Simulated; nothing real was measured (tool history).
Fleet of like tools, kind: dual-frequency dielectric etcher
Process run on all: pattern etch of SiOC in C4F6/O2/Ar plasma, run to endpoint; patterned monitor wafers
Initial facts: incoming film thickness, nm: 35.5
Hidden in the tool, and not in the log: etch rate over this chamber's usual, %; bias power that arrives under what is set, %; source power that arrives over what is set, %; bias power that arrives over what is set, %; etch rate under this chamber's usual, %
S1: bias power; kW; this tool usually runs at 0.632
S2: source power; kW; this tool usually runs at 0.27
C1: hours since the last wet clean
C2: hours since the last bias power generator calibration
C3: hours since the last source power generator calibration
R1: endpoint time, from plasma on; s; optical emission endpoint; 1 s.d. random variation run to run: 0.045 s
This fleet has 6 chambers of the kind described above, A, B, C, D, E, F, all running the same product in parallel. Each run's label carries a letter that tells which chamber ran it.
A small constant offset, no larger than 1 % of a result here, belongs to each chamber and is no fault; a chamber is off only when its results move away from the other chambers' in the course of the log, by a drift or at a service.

{"run": "1A", "hour": 6.4, "S1": 0.632, "S2": 0.27, "C1": 201.2, "C2": 1474.1, "C3": 2096.7, "R1": 12.642}
{"hour": 7.2, "done": "chamber B: wet clean of the chamber"}
{"run": "2B", "hour": 10.1, "S1": 0.632, "S2": 0.27, "C1": 2.9, "C2": 93.5, "C3": 867.3, "R1": 12.638}
{"run": "3C", "hour": 16.6, "S1": 0.632, "S2": 0.27, "C1": 296.4, "C2": 899.9, "C3": 2410.8, "R1": 12.724}
{"run": "4E", "hour": 20.8, "S1": 0.632, "S2": 0.27, "C1": 435.8, "C2": 1311.7, "C3": 789.2, "R1": 12.573}
{"run": "5D", "hour": 24.0, "S1": 0.632, "S2": 0.27, "C1": 181.9, "C2": 1206.7, "C3": 874, "R1": 12.56}
{"run": "6F", "hour": 27.6, "S1": 0.632, "S2": 0.27, "C1": 39.3, "C2": 137.2, "C3": 3042, "R1": 12.549}
{"run": "7A", "hour": 33.0, "S1": 0.632, "S2": 0.27, "C1": 227.8, "C2": 1500.7, "C3": 2123.3, "R1": 12.605}
{"run": "8B", "hour": 36.6, "S1": 0.632, "S2": 0.32, "C1": 29.4, "C2": 120, "C3": 893.8, "R1": 11.943}
{"run": "9C", "hour": 42.2, "S1": 0.632, "S2": 0.32, "C1": 322, "C2": 925.5, "C3": 2436.4, "R1": 11.903}
{"run": "10F", "hour": 48.1, "S1": 0.632, "S2": 0.32, "C1": 59.8, "C2": 157.7, "C3": 3062.5, "R1": 11.854}
{"run": "11D", "hour": 53.7, "S1": 0.632, "S2": 0.32, "C1": 211.6, "C2": 1236.4, "C3": 903.7, "R1": 11.834}
{"run": "12E", "hour": 58.6, "S1": 0.632, "S2": 0.32, "C1": 473.6, "C2": 1349.5, "C3": 827, "R1": 11.806}
{"hour": 59.8, "done": "chamber C: wet clean of the chamber"}
{"run": "13F", "hour": 63.1, "S1": 0.632, "S2": 0.32, "C1": 74.8, "C2": 172.7, "C3": 3077.5, "R1": 11.881}
{"hour": 63.8, "done": "chamber E: wet clean of the chamber"}
{"run": "14A", "hour": 70.3, "S1": 0.632, "S2": 0.27, "C1": 265.1, "C2": 1538, "C3": 2160.6, "R1": 12.598}
{"run": "15B", "hour": 75.9, "S1": 0.632, "S2": 0.27, "C1": 68.7, "C2": 159.3, "C3": 933.1, "R1": 12.698}
{"run": "16E", "hour": 80.2, "S1": 0.632, "S2": 0.27, "C1": 16.4, "C2": 1371.1, "C3": 848.6, "R1": 12.506}
{"run": "17C", "hour": 87.3, "S1": 0.544, "S2": 0.23, "C1": 27.5, "C2": 970.6, "C3": 2481.5, "R1": 14.201}
{"run": "18D", "hour": 91.8, "S1": 0.544, "S2": 0.23, "C1": 249.7, "C2": 1274.5, "C3": 941.8, "R1": 14.235}
{"run": "19B", "hour": 98.8, "S1": 0.544, "S2": 0.23, "C1": 91.6, "C2": 182.2, "C3": 956, "R1": 14.197}
{"run": "20A", "hour": 102.4, "S1": 0.544, "S2": 0.23, "C1": 297.2, "C2": 1570.1, "C3": 2192.7, "R1": 14.143}
{"run": "21D", "hour": 107.2, "S1": 0.544, "S2": 0.23, "C1": 265.1, "C2": 1289.9, "C3": 957.2, "R1": 14.293}
{"run": "22F", "hour": 112.1, "S1": 0.544, "S2": 0.23, "C1": 123.8, "C2": 221.7, "C3": 3126.5, "R1": 14.182}
{"run": "23E", "hour": 118.6, "S1": 0.632, "S2": 0.27, "C1": 54.8, "C2": 1409.5, "C3": 887, "R1": 12.638}
{"run": "24C", "hour": 125.0, "S1": 0.681, "S2": 0.3, "C1": 65.2, "C2": 1008.3, "C3": 2519.2, "R1": 11.801}
{"run": "25E", "hour": 129.4, "S1": 0.681, "S2": 0.3, "C1": 65.6, "C2": 1420.3, "C3": 897.8, "R1": 11.685}
{"run": "26F", "hour": 135.8, "S1": 0.681, "S2": 0.3, "C1": 147.5, "C2": 245.4, "C3": 3150.2, "R1": 11.745}
{"run": "27D", "hour": 140.8, "S1": 0.681, "S2": 0.3, "C1": 298.7, "C2": 1323.5, "C3": 990.8, "R1": 12.015}
{"run": "28A", "hour": 146.4, "S1": 0.681, "S2": 0.3, "C1": 341.2, "C2": 1614.1, "C3": 2236.7, "R1": 11.752}
{"run": "29B", "hour": 151.8, "S1": 0.681, "S2": 0.3, "C1": 144.6, "C2": 235.2, "C3": 1009, "R1": 11.866}
{"run": "30C", "hour": 157.3, "S1": 0.632, "S2": 0.27, "C1": 97.5, "C2": 1040.6, "C3": 2551.5, "R1": 12.692}
{"run": "31F", "hour": 161.6, "S1": 0.632, "S2": 0.27, "C1": 173.3, "C2": 271.2, "C3": 3176, "R1": 12.61}
{"run": "32C", "hour": 168.1, "S1": 0.632, "S2": 0.27, "C1": 108.3, "C2": 1051.4, "C3": 2562.3, "R1": 12.725}
{"run": "33D", "hour": 173.4, "S1": 0.632, "S2": 0.27, "C1": 331.3, "C2": 1356.1, "C3": 1023.4, "R1": 12.942}
{"run": "34E", "hour": 179.4, "S1": 0.632, "S2": 0.27, "C1": 115.6, "C2": 1470.3, "C3": 947.8, "R1": 12.575}
{"run": "35B", "hour": 184.6, "S1": 0.632, "S2": 0.27, "C1": 177.4, "C2": 268, "C3": 1041.8, "R1": 12.712}
{"run": "36A", "hour": 191.0, "S1": 0.632, "S2": 0.27, "C1": 385.8, "C2": 1658.7, "C3": 2281.3, "R1": 12.523}

Next, every chamber runs the same settings. What will each give?
{"run": "37A", "hour": 196.3, "S1": 0.632, "S2": 0.27, "R1": "?"}
{"run": "37B", "hour": 196.3, "S1": 0.632, "S2": 0.27, "R1": "?"}
{"run": "37C", "hour": 196.3, "S1": 0.632, "S2": 0.27, "R1": "?"}
{"run": "37D", "hour": 196.3, "S1": 0.632, "S2": 0.27, "R1": "?"}
{"run": "37E", "hour": 196.3, "S1": 0.632, "S2": 0.27, "R1": "?"}
{"run": "37F", "hour": 196.3, "S1": 0.632, "S2": 0.27, "R1": "?"}

run=37A R1=12.609
run=37B R1=12.701
run=37C R1=12.686
run=37D R1=13.117
run=37E R1=12.566
run=37F R1=12.616
